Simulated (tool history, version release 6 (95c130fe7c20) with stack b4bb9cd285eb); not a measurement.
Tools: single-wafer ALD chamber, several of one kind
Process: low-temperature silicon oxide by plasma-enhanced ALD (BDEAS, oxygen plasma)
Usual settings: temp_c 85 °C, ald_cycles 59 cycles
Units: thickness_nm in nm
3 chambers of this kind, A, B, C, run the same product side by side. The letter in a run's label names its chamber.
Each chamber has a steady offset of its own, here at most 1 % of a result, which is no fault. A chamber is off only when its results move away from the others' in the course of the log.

| run | hour | temp_c | ald_cycles | hours since the last thermocouple change | read-back reference wafer on the same gauge, thickness_nm | thickness_nm |
|---|---|---|---|---|---|---|
| 1A | 8.9 | 85 | 59 | 194.8 | 8.7286 | 8.8602 |
| 2B | 14.7 | 85 | 59 | 1475.6 | 8.732 | 8.9216 |
| 3C | 21 | 85 | 59 | 1249.4 | 8.7333 | 8.8189 |
| 4B | 27 | 85 | 59 | 1487.9 | 8.7236 | 8.907 |
| 5A | 33.8 | 85 | 59 | 219.7 | 8.7304 | 8.8603 |
| 6C | 40.7 | 85 | 59 | 1269.1 | 8.7289 | 8.8026 |
| 7C | 49.1 | 85 | 59 | 1277.5 | 8.7252 | 8.8102 |
| 8A | 56.1 | 85 | 59 | 242 | 8.7328 | 8.8842 |
| 9B | 61.3 | 85 | 59 | 1522.2 | 8.7307 | 8.8919 |
| 10B | 69.2 | 85 | 59 | 1530.1 | 8.7277 | 8.9094 |
| 11A | 76.5 | 73 | 59 | 262.4 | 8.7302 | 9.2275 |
| 12C | 84.6 | 73 | 59 | 1313 | 8.7301 | 9.1492 |
| 13B | 92.7 | 73 | 59 | 1553.6 | 8.7341 | 9.2936 |
| 14C | 99.6 | 85 | 59 | 1328 | 8.7262 | 8.7996 |
| 15A | 104.3 | 85 | 59 | 290.2 | 8.729 | 8.9229 |
| 16C | 112.5 | 85 | 59 | 1340.9 | 8.7263 | 8.84 |
| 17B | 120.4 | 85 | 59 | 1581.3 | 8.7296 | 8.8869 |
| 18A | 126.5 | 85 | 59 | 312.4 | 8.732 | 8.8603 |
| 19C | 133.4 | 85 | 59 | 1361.8 | 8.7312 | 8.8288 |
| 20B | 139.5 | 85 | 59 | 1600.4 | 8.7264 | 8.9012 |
| 21A | 148 | 85 | 59 | 333.9 | 8.7302 | 8.8989 |
| 22B | 155.7 | 85 | 59 | 1616.6 | 8.7359 | 8.9227 |
| 23A | 164.3 | 85 | 59 | 350.2 | 8.729 | 8.8566 |
| 24C | 169.9 | 85 | 59 | 1398.3 | 8.7303 | 8.8053 |
| 25A | 178.2 | 85 | 59 | 364.1 | 8.7365 | 8.8711 |
| 26C | 185.2 | 85 | 59 | 1413.6 | 8.7359 | 8.8247 |
| 27B | 193.9 | 85 | 59 | 1654.8 | 8.7275 | 8.9288 |
| 28B | 198.4 | 85 | 59 | 1659.3 | 8.7311 | 8.9338 |
| 29C | 205.9 | 75 | 63 | 1434.3 | 8.7277 | 9.7274 |
| 30A | 211.6 | 75 | 63 | 397.5 | 8.7285 | 9.8369 |
| 31A | 219.3 | 75 | 63 | 405.2 | 8.7259 | 9.8512 |
| 32C | 223.4 | 93 | 59 | 1451.8 | 8.7318 | 8.5397 |
| 33B | 228.2 | 93 | 59 | 1689.1 | 8.7329 | 8.6679 |
| 34A | 232.9 | 93 | 59 | 418.8 | 8.732 | 8.6648 |
| 35B | 240.1 | 85 | 59 | 1701 | 8.7225 | 8.8836 |

What goes on in this fleet: one chamber off, a drifting gauge, or nothing beyond the chambers' own small offsets? Name the chamber and the cause, if any.

No chamber stands off beyond its own small offset, and the gauge holds steady.
